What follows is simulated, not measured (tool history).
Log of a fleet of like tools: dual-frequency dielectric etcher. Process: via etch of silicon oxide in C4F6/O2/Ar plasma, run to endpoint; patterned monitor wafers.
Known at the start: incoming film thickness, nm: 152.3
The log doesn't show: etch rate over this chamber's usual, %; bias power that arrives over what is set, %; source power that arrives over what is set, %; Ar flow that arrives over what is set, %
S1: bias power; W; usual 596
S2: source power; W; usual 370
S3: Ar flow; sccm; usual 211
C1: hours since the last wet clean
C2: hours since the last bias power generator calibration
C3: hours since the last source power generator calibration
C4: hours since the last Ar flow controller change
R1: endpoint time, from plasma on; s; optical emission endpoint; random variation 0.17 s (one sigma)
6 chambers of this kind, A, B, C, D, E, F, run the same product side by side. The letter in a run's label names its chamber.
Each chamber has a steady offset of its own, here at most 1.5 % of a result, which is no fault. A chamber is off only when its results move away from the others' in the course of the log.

{"run": "1D", "hour": 11.7, "S1": 596, "S2": 370, "S3": 211, "C1": 284.1, "C2": 893.1, "C3": 2693.4, "C4": 73.9, "R1": 30.921}
{"run": "2C", "hour": 20.3, "S1": 596, "S2": 370, "S3": 211, "C1": 86.7, "C2": 3423.0, "C3": 935.9, "C4": 922.6, "R1": 31.451}
{"run": "3A", "hour": 34.3, "S1": 596, "S2": 370, "S3": 211, "C1": 386.2, "C2": 2753.1, "C3": 2768.0, "C4": 1851.7, "R1": 30.899}
{"run": "4B", "hour": 43.9, "S1": 596, "S2": 370, "S3": 211, "C1": 238.8, "C2": 1549.1, "C3": 1426.7, "C4": 3805.7, "R1": 31.788}
{"run": "5E", "hour": 52.8, "S1": 596, "S2": 300, "S3": 181, "C1": 340.9, "C2": 1013.9, "C3": 3129.7, "C4": 816.2, "R1": 33.193}
{"run": "6F", "hour": 60.4, "S1": 596, "S2": 300, "S3": 181, "C1": 166.1, "C2": 1754.1, "C3": 1558.8, "C4": 750.7, "R1": 32.768}
{"run": "7B", "hour": 71.6, "S1": 596, "S2": 300, "S3": 181, "C1": 266.5, "C2": 1576.8, "C3": 1454.4, "C4": 3833.4, "R1": 32.985}
{"run": "8F", "hour": 81.0, "S1": 596, "S2": 300, "S3": 181, "C1": 186.7, "C2": 1774.7, "C3": 1579.4, "C4": 771.3, "R1": 32.911}
{"run": "9C", "hour": 88.7, "S1": 596, "S2": 300, "S3": 181, "C1": 155.1, "C2": 3491.4, "C3": 1004.3, "C4": 991.0, "R1": 33.26}
{"run": "10E", "hour": 98.0, "S1": 596, "S2": 300, "S3": 181, "C1": 386.1, "C2": 1059.1, "C3": 3174.9, "C4": 861.4, "R1": 33.259}
{"run": "11D", "hour": 105.2, "S1": 596, "S2": 370, "S3": 211, "C1": 377.6, "C2": 986.6, "C3": 2786.9, "C4": 167.4, "R1": 31.113}
{"run": "12A", "hour": 113.4, "S1": 596, "S2": 370, "S3": 211, "C1": 465.3, "C2": 2832.2, "C3": 2847.1, "C4": 1930.8, "R1": 30.968}
{"hour": 125.5, "done": "chamber E: wet clean of the chamber"}
{"run": "13D", "hour": 127.8, "S1": 596, "S2": 370, "S3": 211, "C1": 400.2, "C2": 1009.2, "C3": 2809.5, "C4": 190.0, "R1": 31.03}
{"run": "14A", "hour": 140.4, "S1": 596, "S2": 370, "S3": 173, "C1": 492.3, "C2": 2859.2, "C3": 2874.1, "C4": 1957.8, "R1": 30.374}
{"hour": 147.2, "done": "chamber B: wet clean of the chamber"}
{"run": "15E", "hour": 154.0, "S1": 596, "S2": 370, "S3": 173, "C1": 28.6, "C2": 1115.1, "C3": 3230.9, "C4": 917.4, "R1": 30.477}
{"run": "16C", "hour": 161.5, "S1": 596, "S2": 370, "S3": 173, "C1": 227.9, "C2": 3564.2, "C3": 1077.1, "C4": 1063.8, "R1": 30.48}
{"run": "17B", "hour": 173.7, "S1": 596, "S2": 370, "S3": 173, "C1": 26.5, "C2": 1678.9, "C3": 1556.5, "C4": 3935.5, "R1": 30.352}
{"hour": 177.0, "done": "chamber F: bias power generator calibrated"}
{"run": "18F", "hour": 187.0, "S1": 596, "S2": 370, "S3": 173, "C1": 292.7, "C2": 10.1, "C3": 1685.4, "C4": 877.3, "R1": 30.08}
{"hour": 188.8, "done": "chamber A: wet clean of the chamber"}
{"run": "19D", "hour": 195.7, "S1": 596, "S2": 370, "S3": 173, "C1": 468.1, "C2": 1077.1, "C3": 2877.4, "C4": 257.9, "R1": 30.274}
{"run": "20C", "hour": 203.8, "S1": 596, "S2": 370, "S3": 211, "C1": 270.2, "C2": 3606.5, "C3": 1119.4, "C4": 1106.1, "R1": 31.299}
{"run": "21B", "hour": 211.0, "S1": 596, "S2": 370, "S3": 211, "C1": 63.8, "C2": 1716.2, "C3": 1593.8, "C4": 3972.8, "R1": 31.037}
{"run": "22F", "hour": 222.8, "S1": 596, "S2": 440, "S3": 170, "C1": 328.5, "C2": 45.9, "C3": 1721.2, "C4": 913.1, "R1": 28.179}
{"run": "23A", "hour": 233.0, "S1": 596, "S2": 440, "S3": 170, "C1": 44.2, "C2": 2951.8, "C3": 2966.7, "C4": 2050.4, "R1": 28.128}
{"hour": 234.1, "done": "chamber E: source power generator calibrated"}
{"run": "24E", "hour": 244.1, "S1": 596, "S2": 440, "S3": 170, "C1": 118.7, "C2": 1205.2, "C3": 10.1, "C4": 1007.5, "R1": 28.804}
{"run": "25F", "hour": 252.0, "S1": 596, "S2": 440, "S3": 170, "C1": 357.7, "C2": 75.1, "C3": 1750.4, "C4": 942.3, "R1": 28.366}
{"hour": 261.1, "done": "chamber F: source power generator calibrated"}
{"run": "26C", "hour": 267.2, "S1": 596, "S2": 440, "S3": 170, "C1": 333.6, "C2": 3669.9, "C3": 1182.8, "C4": 1169.5, "R1": 28.775}
{"hour": 268.7, "done": "chamber B: Ar flow controller replaced"}
{"run": "27E", "hour": 278.3, "S1": 596, "S2": 440, "S3": 170, "C1": 152.9, "C2": 1239.4, "C3": 44.3, "C4": 1041.7, "R1": 29.124}
{"hour": 280.4, "done": "chamber D: wet clean of the chamber"}
{"run": "28B", "hour": 287.6, "S1": 596, "S2": 370, "S3": 211, "C1": 140.4, "C2": 1792.8, "C3": 1670.4, "C4": 18.9, "R1": 31.226}
{"run": "29D", "hour": 296.6, "S1": 596, "S2": 370, "S3": 211, "C1": 16.2, "C2": 1178.0, "C3": 2978.3, "C4": 358.8, "R1": 31.016}
{"run": "30A", "hour": 307.6, "S1": 596, "S2": 370, "S3": 211, "C1": 118.8, "C2": 3026.4, "C3": 3041.3, "C4": 2125.0, "R1": 30.972}
{"run": "31D", "hour": 316.9, "S1": 596, "S2": 370, "S3": 211, "C1": 36.5, "C2": 1198.3, "C3": 2998.6, "C4": 379.1, "R1": 30.809}
{"run": "32A", "hour": 329.0, "S1": 596, "S2": 370, "S3": 211, "C1": 140.2, "C2": 3047.8, "C3": 3062.7, "C4": 2146.4, "R1": 31.416}
{"run": "33E", "hour": 337.5, "S1": 596, "S2": 370, "S3": 211, "C1": 212.1, "C2": 1298.6, "C3": 103.5, "C4": 1100.9, "R1": 31.347}
{"run": "34F", "hour": 353.0, "S1": 489, "S2": 370, "S3": 211, "C1": 458.7, "C2": 176.1, "C3": 92.0, "C4": 1043.3, "R1": 33.362}
{"run": "35C", "hour": 362.9, "S1": 489, "S2": 370, "S3": 211, "C1": 429.3, "C2": 3765.6, "C3": 1278.5, "C4": 1265.2, "R1": 33.62}
{"run": "36B", "hour": 375.6, "S1": 489, "S2": 370, "S3": 211, "C1": 228.4, "C2": 1880.8, "C3": 1758.4, "C4": 106.9, "R1": 33.479}
{"run": "37D", "hour": 390.5, "S1": 489, "S2": 370, "S3": 211, "C1": 110.1, "C2": 1271.9, "C3": 3072.2, "C4": 452.7, "R1": 33.38}
{"run": "38B", "hour": 405.4, "S1": 489, "S2": 370, "S3": 211, "C1": 258.2, "C2": 1910.6, "C3": 1788.2, "C4": 136.7, "R1": 34.019}
{"run": "39F", "hour": 416.4, "S1": 489, "S2": 370, "S3": 211, "C1": 522.1, "C2": 239.5, "C3": 155.4, "C4": 1106.7, "R1": 33.448}
{"run": "40A", "hour": 429.0, "S1": 596, "S2": 370, "S3": 211, "C1": 240.2, "C2": 3147.8, "C3": 3162.7, "C4": 2246.4, "R1": 30.793}
{"run": "41C", "hour": 439.7, "S1": 596, "S2": 370, "S3": 211, "C1": 506.1, "C2": 3842.4, "C3": 1355.3, "C4": 1342.0, "R1": 31.438}
{"run": "42E", "hour": 454.8, "S1": 596, "S2": 370, "S3": 211, "C1": 329.4, "C2": 1415.9, "C3": 220.8, "C4": 1218.2, "R1": 31.425}
{"run": "43C", "hour": 465.8, "S1": 596, "S2": 370, "S3": 211, "C1": 532.2, "C2": 3868.5, "C3": 1381.4, "C4": 1368.1, "R1": 31.629}
{"run": "44A", "hour": 478.0, "S1": 596, "S2": 370, "S3": 211, "C1": 289.2, "C2": 3196.8, "C3": 3211.7, "C4": 2295.4, "R1": 30.937}

Is one chamber off against the others, does the gauge drift, or is nothing wrong? If a chamber is off, say which, and what the likeliest cause is.

No chamber stands off beyond its own small offset, and the gauge holds steady.

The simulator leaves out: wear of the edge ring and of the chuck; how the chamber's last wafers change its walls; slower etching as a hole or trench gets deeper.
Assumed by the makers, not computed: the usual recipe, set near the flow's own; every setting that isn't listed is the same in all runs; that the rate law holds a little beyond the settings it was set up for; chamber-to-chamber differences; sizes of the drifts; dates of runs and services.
